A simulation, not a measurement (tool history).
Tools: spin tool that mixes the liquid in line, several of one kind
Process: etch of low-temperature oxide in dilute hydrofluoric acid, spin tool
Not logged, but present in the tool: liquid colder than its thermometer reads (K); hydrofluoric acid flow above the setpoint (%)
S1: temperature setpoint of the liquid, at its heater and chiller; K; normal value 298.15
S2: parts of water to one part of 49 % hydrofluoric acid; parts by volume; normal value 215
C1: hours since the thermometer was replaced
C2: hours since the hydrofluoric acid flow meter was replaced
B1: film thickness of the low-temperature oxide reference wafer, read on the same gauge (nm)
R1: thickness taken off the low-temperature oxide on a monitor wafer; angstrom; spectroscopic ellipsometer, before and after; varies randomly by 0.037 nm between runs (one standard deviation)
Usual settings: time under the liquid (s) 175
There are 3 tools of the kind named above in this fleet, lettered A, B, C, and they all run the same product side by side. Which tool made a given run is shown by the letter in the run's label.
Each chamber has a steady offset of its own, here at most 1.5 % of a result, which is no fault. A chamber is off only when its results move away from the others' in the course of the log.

{"day": 0.221, "done": "chamber A: thermometer replaced"}
{"run": "1A", "day": 0.242, "S1": 298.15, "S2": 215, "time under the liquid (s)": 175, "C1": 0.6, "C2": 698.7, "B1": 60.016, "R1": 77.643}
{"run": "2B", "day": 0.45, "S1": 298.15, "S2": 215, "time under the liquid (s)": 175, "C1": 463.1, "C2": 206.2, "B1": 59.993, "R1": 78.343}
{"run": "3C", "day": 0.75, "S1": 298.15, "S2": 215, "time under the liquid (s)": 175, "C1": 537.8, "C2": 437.7, "B1": 59.993, "R1": 78.626}
{"run": "4B", "day": 1.004, "S1": 298.15, "S2": 215, "time under the liquid (s)": 175, "C1": 476.4, "C2": 219.5, "B1": 60.007, "R1": 77.871}
{"run": "5C", "day": 1.183, "S1": 298.15, "S2": 215, "time under the liquid (s)": 175, "C1": 548.2, "C2": 448.1, "B1": 59.974, "R1": 79.152}
{"run": "6A", "day": 1.388, "S1": 298.15, "S2": 215, "time under the liquid (s)": 175, "C1": 28.1, "C2": 726.2, "B1": 60.004, "R1": 77.545}
{"run": "7B", "day": 1.679, "S1": 298.15, "S2": 215, "time under the liquid (s)": 175, "C1": 492.6, "C2": 235.7, "B1": 59.952, "R1": 78.77}
{"run": "8C", "day": 1.812, "S1": 298.15, "S2": 215, "time under the liquid (s)": 175, "C1": 563.3, "C2": 463.2, "B1": 60.036, "R1": 79.203}
{"run": "9A", "day": 1.979, "S1": 298.15, "S2": 215, "time under the liquid (s)": 175, "C1": 42.3, "C2": 740.4, "B1": 59.975, "R1": 78.113}
{"run": "10C", "day": 2.183, "S1": 298.15, "S2": 215, "time under the liquid (s)": 175, "C1": 572.2, "C2": 472.1, "B1": 59.996, "R1": 79.051}
{"run": "11A", "day": 2.471, "S1": 298.15, "S2": 215, "time under the liquid (s)": 175, "C1": 54.1, "C2": 752.2, "B1": 59.999, "R1": 77.95}
{"run": "12B", "day": 2.75, "S1": 298.15, "S2": 215, "time under the liquid (s)": 175, "C1": 518.3, "C2": 261.4, "B1": 59.996, "R1": 78.152}
{"run": "13B", "day": 2.908, "S1": 298.15, "S2": 215, "time under the liquid (s)": 175, "C1": 522.1, "C2": 265.2, "B1": 59.997, "R1": 77.736}
{"run": "14C", "day": 3.125, "S1": 298.15, "S2": 215, "time under the liquid (s)": 175, "C1": 594.8, "C2": 494.7, "B1": 59.979, "R1": 79.097}
{"run": "15A", "day": 3.421, "S1": 298.15, "S2": 215, "time under the liquid (s)": 175, "C1": 76.9, "C2": 775.0, "B1": 59.975, "R1": 77.564}
{"run": "16B", "day": 3.712, "S1": 298.15, "S2": 215, "time under the liquid (s)": 175, "C1": 541.4, "C2": 284.5, "B1": 60.008, "R1": 78.011}
{"run": "17A", "day": 4.004, "S1": 298.15, "S2": 215, "time under the liquid (s)": 175, "C1": 90.9, "C2": 789.0, "B1": 60.008, "R1": 77.549}
{"run": "18C", "day": 4.171, "S1": 302.15, "S2": 215, "time under the liquid (s)": 235, "C1": 619.9, "C2": 519.8, "B1": 59.978, "R1": 123.21}
{"run": "19A", "day": 4.462, "S1": 302.15, "S2": 215, "time under the liquid (s)": 235, "C1": 101.9, "C2": 800.0, "B1": 60.002, "R1": 119.25}
{"run": "20B", "day": 4.621, "S1": 302.15, "S2": 215, "time under the liquid (s)": 235, "C1": 563.2, "C2": 306.3, "B1": 60.01, "R1": 120.46}
{"run": "21C", "day": 4.867, "S1": 298.15, "S2": 215, "time under the liquid (s)": 175, "C1": 636.6, "C2": 536.5, "B1": 60.042, "R1": 80.209}
{"run": "22B", "day": 5.079, "S1": 298.15, "S2": 215, "time under the liquid (s)": 175, "C1": 574.2, "C2": 317.3, "B1": 59.994, "R1": 78.131}
{"run": "23A", "day": 5.3, "S1": 298.15, "S2": 215, "time under the liquid (s)": 175, "C1": 122.0, "C2": 820.1, "B1": 59.97, "R1": 77.225}
{"run": "24C", "day": 5.588, "S1": 298.15, "S2": 215, "time under the liquid (s)": 175, "C1": 653.9, "C2": 553.8, "B1": 60.03, "R1": 80.303}
{"run": "25C", "day": 5.758, "S1": 298.15, "S2": 215, "time under the liquid (s)": 175, "C1": 658.0, "C2": 557.9, "B1": 59.983, "R1": 80.299}
{"run": "26B", "day": 5.958, "S1": 298.15, "S2": 215, "time under the liquid (s)": 175, "C1": 595.3, "C2": 338.4, "B1": 59.989, "R1": 78.319}
{"day": 6.1, "done": "chamber A: hydrofluoric acid flow meter replaced"}
{"run": "27A", "day": 6.167, "S1": 298.15, "S2": 215, "time under the liquid (s)": 265, "C1": 142.8, "C2": 1.7, "B1": 60.017, "R1": 117.63}
{"run": "28A", "day": 6.321, "S1": 298.15, "S2": 215, "time under the liquid (s)": 265, "C1": 146.5, "C2": 5.4, "B1": 60.005, "R1": 117.46}
{"run": "29C", "day": 6.617, "S1": 298.15, "S2": 215, "time under the liquid (s)": 265, "C1": 678.6, "C2": 578.5, "B1": 60.041, "R1": 122.31}
{"run": "30B", "day": 6.767, "S1": 298.15, "S2": 215, "time under the liquid (s)": 175, "C1": 614.7, "C2": 357.8, "B1": 59.978, "R1": 77.665}
{"run": "31A", "day": 7.033, "S1": 298.15, "S2": 215, "time under the liquid (s)": 175, "C1": 163.6, "C2": 22.5, "B1": 59.989, "R1": 78.544}
{"run": "32B", "day": 7.275, "S1": 298.15, "S2": 215, "time under the liquid (s)": 175, "C1": 626.9, "C2": 370.0, "B1": 59.985, "R1": 78.128}
{"run": "33C", "day": 7.458, "S1": 298.15, "S2": 215, "time under the liquid (s)": 175, "C1": 698.8, "C2": 598.7, "B1": 60.024, "R1": 80.518}
{"run": "34C", "day": 7.725, "S1": 298.15, "S2": 215, "time under the liquid (s)": 175, "C1": 705.2, "C2": 605.1, "B1": 60.016, "R1": 81.267}
{"run": "35B", "day": 7.904, "S1": 298.15, "S2": 270, "time under the liquid (s)": 255, "C1": 642.0, "C2": 385.1, "B1": 59.993, "R1": 85.818}
{"run": "36A", "day": 8.133, "S1": 298.15, "S2": 270, "time under the liquid (s)": 255, "C1": 190.0, "C2": 48.9, "B1": 60.018, "R1": 85.582}
{"run": "37A", "day": 8.421, "S1": 298.15, "S2": 270, "time under the liquid (s)": 255, "C1": 196.9, "C2": 55.8, "B1": 60.04, "R1": 85.513}
{"run": "38B", "day": 8.629, "S1": 298.15, "S2": 215, "time under the liquid (s)": 175, "C1": 659.4, "C2": 402.5, "B1": 59.992, "R1": 78.291}
{"run": "39C", "day": 8.821, "S1": 298.15, "S2": 215, "time under the liquid (s)": 175, "C1": 731.5, "C2": 631.4, "B1": 60.007, "R1": 81.852}
{"run": "40B", "day": 9.029, "S1": 298.15, "S2": 215, "time under the liquid (s)": 175, "C1": 669.0, "C2": 412.1, "B1": 60.022, "R1": 78.623}
{"run": "41A", "day": 9.288, "S1": 298.15, "S2": 215, "time under the liquid (s)": 175, "C1": 217.7, "C2": 76.6, "B1": 60.038, "R1": 77.983}
{"run": "42C", "day": 9.571, "S1": 298.15, "S2": 260, "time under the liquid (s)": 105, "C1": 749.5, "C2": 649.4, "B1": 59.989, "R1": 38.665}

All chambers now run identical settings, listed one chamber a line with results as question marks. What results will each chamber show?
{"run": "43A", "day": 9.788, "S1": 298.15, "S2": 215, "time under the liquid (s)": 175, "R1": "?"}
{"run": "43B", "day": 9.788, "S1": 298.15, "S2": 215, "time under the liquid (s)": 175, "R1": "?"}
{"run": "43C", "day": 9.788, "S1": 298.15, "S2": 215, "time under the liquid (s)": 175, "R1": "?"}

run=43A R1=78.193
run=43B R1=78.142
run=43C R1=82.275
